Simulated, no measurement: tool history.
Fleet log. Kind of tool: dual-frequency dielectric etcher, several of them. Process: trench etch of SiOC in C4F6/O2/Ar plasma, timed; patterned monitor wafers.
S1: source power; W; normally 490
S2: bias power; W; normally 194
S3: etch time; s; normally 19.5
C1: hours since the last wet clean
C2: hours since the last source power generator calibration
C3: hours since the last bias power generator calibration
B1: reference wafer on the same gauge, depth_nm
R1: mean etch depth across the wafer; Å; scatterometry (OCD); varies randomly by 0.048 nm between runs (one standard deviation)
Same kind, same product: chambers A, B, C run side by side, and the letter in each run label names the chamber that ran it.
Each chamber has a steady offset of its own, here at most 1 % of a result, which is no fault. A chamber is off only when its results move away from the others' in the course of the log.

Run 1A, day 0.112: usual settings; C1 226; C2 215.5; C3 782.1; B1 41.703. Result: R1 447.53 Å.
Run 2B, day 0.258: usual settings; C1 208; C2 4894.8; C3 25.1; B1 41.698. Result: R1 444.91 Å.
Run 3C, day 0.388: usual settings; C1 160.3; C2 3116; C3 569.2; B1 41.681. Result: R1 448.01 Å.
Run 4C, day 0.596: usual settings; C1 165.3; C2 3121; C3 574.2; B1 41.68. Result: R1 447.55 Å.
Run 5B, day 0.762: usual settings; C1 220.1; C2 4906.9; C3 37.2; B1 41.673. Result: R1 445.05 Å.
Run 6A, day 0.946: usual settings; C1 246; C2 235.5; C3 802.1; B1 41.663. Result: R1 447.4 Å.
Run 7A, day 1.1: usual settings; C1 249.7; C2 239.2; C3 805.8; B1 41.664. Result: R1 446.96 Å.
Run 8C, day 1.25: usual settings; C1 181; C2 3136.7; C3 589.9; B1 41.642. Result: R1 447.5 Å.
Run 9B, day 1.433: usual settings; C1 236.2; C2 4923; C3 53.3; B1 41.653. Result: R1 444.74 Å.
Run 10B, day 1.55: usual settings; C1 239; C2 4925.8; C3 56.1; B1 41.647. Result: R1 444.83 Å.
Run 11A, day 1.717: usual settings; C1 264.5; C2 254; C3 820.6; B1 41.649. Result: R1 446.52 Å.
Run 12C, day 1.821: usual settings; C1 194.7; C2 3150.4; C3 603.6; B1 41.638. Result: R1 446.89 Å.
Run 13A, day 1.929: usual settings; C1 269.6; C2 259.1; C3 825.7; B1 41.632. Result: R1 446.09 Å.
Run 14C, day 2.146: usual settings; C1 202.5; C2 3158.2; C3 611.4; B1 41.634. Result: R1 447.16 Å.
Run 15B, day 2.267: usual settings; C1 256.2; C2 4943; C3 73.3; B1 41.619. Result: R1 444.5 Å.
Run 16A, day 2.429: usual settings; C1 281.6; C2 271.1; C3 837.7; B1 41.616. Result: R1 445.56 Å.
Run 17B, day 2.55: usual settings; C1 263; C2 4949.8; C3 80.1; B1 41.62. Result: R1 444.89 Å.
Run 18C, day 2.717: usual settings; C1 216.2; C2 3171.9; C3 625.1; B1 41.597. Result: R1 447.82 Å.
Run 19A, day 2.85: usual settings but S1 400 W, S3 17.5 s; C1 291.7; C2 281.2; C3 847.8; B1 41.605. Result: R1 369.13 Å.
Run 20C, day 2.962: usual settings but S1 400 W, S3 17.5 s; C1 222.1; C2 3177.8; C3 631; B1 41.592. Result: R1 370.71 Å.
Run 21B, day 3.071: usual settings but S1 400 W, S3 17.5 s; C1 275.5; C2 4962.3; C3 92.6; B1 41.594. Result: R1 368.09 Å.
Run 22C, day 3.192: usual settings; C1 227.6; C2 3183.3; C3 636.5; B1 41.575. Result: R1 447.85 Å.
Run 23B, day 3.392: usual settings; C1 283.2; C2 4970; C3 100.3; B1 41.587. Result: R1 444 Å.
Run 24A, day 3.521: usual settings; C1 307.8; C2 297.3; C3 863.9; B1 41.572. Result: R1 445.53 Å.
Run 25A, day 3.671: usual settings; C1 311.4; C2 300.9; C3 867.5; B1 41.574. Result: R1 445.89 Å.
Run 26B, day 3.833: usual settings; C1 293.8; C2 4980.6; C3 110.9; B1 41.572. Result: R1 443.93 Å.
Run 27C, day 3.946: usual settings; C1 245.7; C2 3201.4; C3 654.6; B1 41.556. Result: R1 447.27 Å.
Run 28C, day 4.15: usual settings; C1 250.6; C2 3206.3; C3 659.5; B1 41.559. Result: R1 447.15 Å.
Run 29B, day 4.338: usual settings; C1 305.9; C2 4992.7; C3 123; B1 41.54. Result: R1 443.51 Å.
Run 30A, day 4.529: usual settings; C1 332; C2 321.5; C3 888.1; B1 41.535. Result: R1 445.23 Å.
Run 31B, day 4.633: usual settings; C1 313; C2 4999.8; C3 130.1; B1 41.547. Result: R1 443.59 Å.
Run 32A, day 4.775: usual settings; C1 337.9; C2 327.4; C3 894; B1 41.53. Result: R1 445.57 Å.
Run 33C, day 4.912: usual settings but S1 440 W; C1 268.9; C2 3224.6; C3 677.8; B1 41.526. Result: R1 428.09 Å.
Run 34B, day 5.15: usual settings but S1 440 W; C1 325.4; C2 5012.2; C3 142.5; B1 41.521. Result: R1 424.93 Å.

All 3 chambers run these settings next. Forecast each chamber's results:
Run 35A, day 5.321: usual settings. Result: R1 ?.
Run 35B, day 5.321: usual settings. Result: R1 ?.
Run 35C, day 5.321: usual settings. Result: R1 ?.

run      R1
35A  445.63
35B   443.1
35C   446.7
